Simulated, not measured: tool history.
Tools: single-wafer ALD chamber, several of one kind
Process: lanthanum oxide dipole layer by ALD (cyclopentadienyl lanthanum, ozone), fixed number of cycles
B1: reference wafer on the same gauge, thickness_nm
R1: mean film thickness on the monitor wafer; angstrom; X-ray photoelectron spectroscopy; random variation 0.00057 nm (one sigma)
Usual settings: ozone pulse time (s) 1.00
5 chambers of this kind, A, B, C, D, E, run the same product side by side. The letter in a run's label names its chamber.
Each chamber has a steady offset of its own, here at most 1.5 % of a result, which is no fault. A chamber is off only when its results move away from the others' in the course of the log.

Run 1A, hour 10.0: usual settings; B1 0.49181. Result: R1 5.0361 angstrom.
Run 2C, hour 15.5: usual settings; B1 0.49197. Result: R1 5.0466 angstrom.
Run 3B, hour 24.8: usual settings; B1 0.49197. Result: R1 4.9820 angstrom.
Run 4E, hour 33.1: usual settings; B1 0.49169. Result: R1 4.9964 angstrom.
Run 5D, hour 44.0: usual settings; B1 0.49152. Result: R1 5.0656 angstrom.
Run 6C, hour 52.9: usual settings; B1 0.49175. Result: R1 5.0559 angstrom.
Run 7D, hour 62.8: usual settings; B1 0.49154. Result: R1 5.0573 angstrom.
Run 8A, hour 68.3: usual settings but ozone pulse time (s) 1.26; B1 0.49138. Result: R1 5.3495 angstrom.
Run 9B, hour 74.6: usual settings but ozone pulse time (s) 1.26; B1 0.49146. Result: R1 5.3009 angstrom.
Run 10E, hour 81.6: usual settings but ozone pulse time (s) 1.26; B1 0.49142. Result: R1 5.3095 angstrom.
Run 11E, hour 88.1: usual settings but ozone pulse time (s) 1.26; B1 0.49138. Result: R1 5.3129 angstrom.
Run 12A, hour 96.5: usual settings but ozone pulse time (s) 1.26; B1 0.49122. Result: R1 5.3384 angstrom.
Run 13D, hour 104.9: usual settings; B1 0.49129. Result: R1 5.0584 angstrom.
Run 14B, hour 113.8: usual settings; B1 0.49130. Result: R1 4.9693 angstrom.
Run 15C, hour 122.3: usual settings; B1 0.49120. Result: R1 5.0389 angstrom.
Run 16C, hour 129.1: usual settings; B1 0.49102. Result: R1 5.0420 angstrom.
Run 17A, hour 136.1: usual settings; B1 0.49103. Result: R1 5.0296 angstrom.
Run 18E, hour 146.1: usual settings; B1 0.49093. Result: R1 4.9983 angstrom.
Run 19B, hour 157.0: usual settings but ozone pulse time (s) 1.14; B1 0.49093. Result: R1 5.1580 angstrom.
Run 20D, hour 163.9: usual settings but ozone pulse time (s) 1.14; B1 0.49085. Result: R1 5.2552 angstrom.
Run 21D, hour 173.5: usual settings but ozone pulse time (s) 1.14; B1 0.49077. Result: R1 5.2531 angstrom.
Run 22A, hour 183.6: usual settings but ozone pulse time (s) 1.14; B1 0.49075. Result: R1 5.2096 angstrom.
Run 23C, hour 192.5: usual settings but ozone pulse time (s) 1.14; B1 0.49061. Result: R1 5.2364 angstrom.
Run 24B, hour 199.8: usual settings; B1 0.49044. Result: R1 4.9576 angstrom.
Run 25E, hour 204.6: usual settings; B1 0.49047. Result: R1 4.9868 angstrom.
Run 26E, hour 215.2: usual settings but ozone pulse time (s) 1.28; B1 0.49044. Result: R1 5.3064 angstrom.
Run 27A, hour 221.4: usual settings but ozone pulse time (s) 1.28; B1 0.49040. Result: R1 5.3509 angstrom.
At hour 228.4: chamber E: ozone generator serviced.
Run 28C, hour 230.0: usual settings but ozone pulse time (s) 1.28; B1 0.49040. Result: R1 5.3683 angstrom.
Run 29D, hour 239.5: usual settings but ozone pulse time (s) 1.28; B1 0.49026. Result: R1 5.3846 angstrom.
Run 30B, hour 248.9: usual settings but ozone pulse time (s) 1.28; B1 0.49017. Result: R1 5.2916 angstrom.
Run 31B, hour 254.1: usual settings; B1 0.49032. Result: R1 4.9582 angstrom.
Run 32A, hour 262.9: usual settings; B1 0.49015. Result: R1 5.0112 angstrom.
Run 33E, hour 273.4: usual settings; B1 0.49015. Result: R1 4.9902 angstrom.
At hour 273.8: chamber B: thermocouple changed; heater temperature recalibrated.
Run 34D, hour 282.9: usual settings but ozone pulse time (s) 0.75; B1 0.48999. Result: R1 4.5242 angstrom.
Run 35C, hour 292.6: usual settings but ozone pulse time (s) 0.75; B1 0.48997. Result: R1 4.5192 angstrom.
Run 36C, hour 297.5: usual settings but ozone pulse time (s) 0.75; B1 0.49002. Result: R1 4.5248 angstrom.
Run 37D, hour 302.5: usual settings but ozone pulse time (s) 0.75; B1 0.48991. Result: R1 4.5242 angstrom.
Run 38A, hour 310.5: usual settings but ozone pulse time (s) 0.75; B1 0.48979. Result: R1 4.5044 angstrom.
Run 39B, hour 317.1: usual settings; B1 0.48975. Result: R1 4.9482 angstrom.

Is one chamber off against the others, does the gauge drift, or is nothing wrong? If a chamber is off, say which, and what the likeliest cause is.

The gauge drifts, so all chambers seem to drift together. No chamber is off.
Cause: gauge reads low (%) = 0.468.
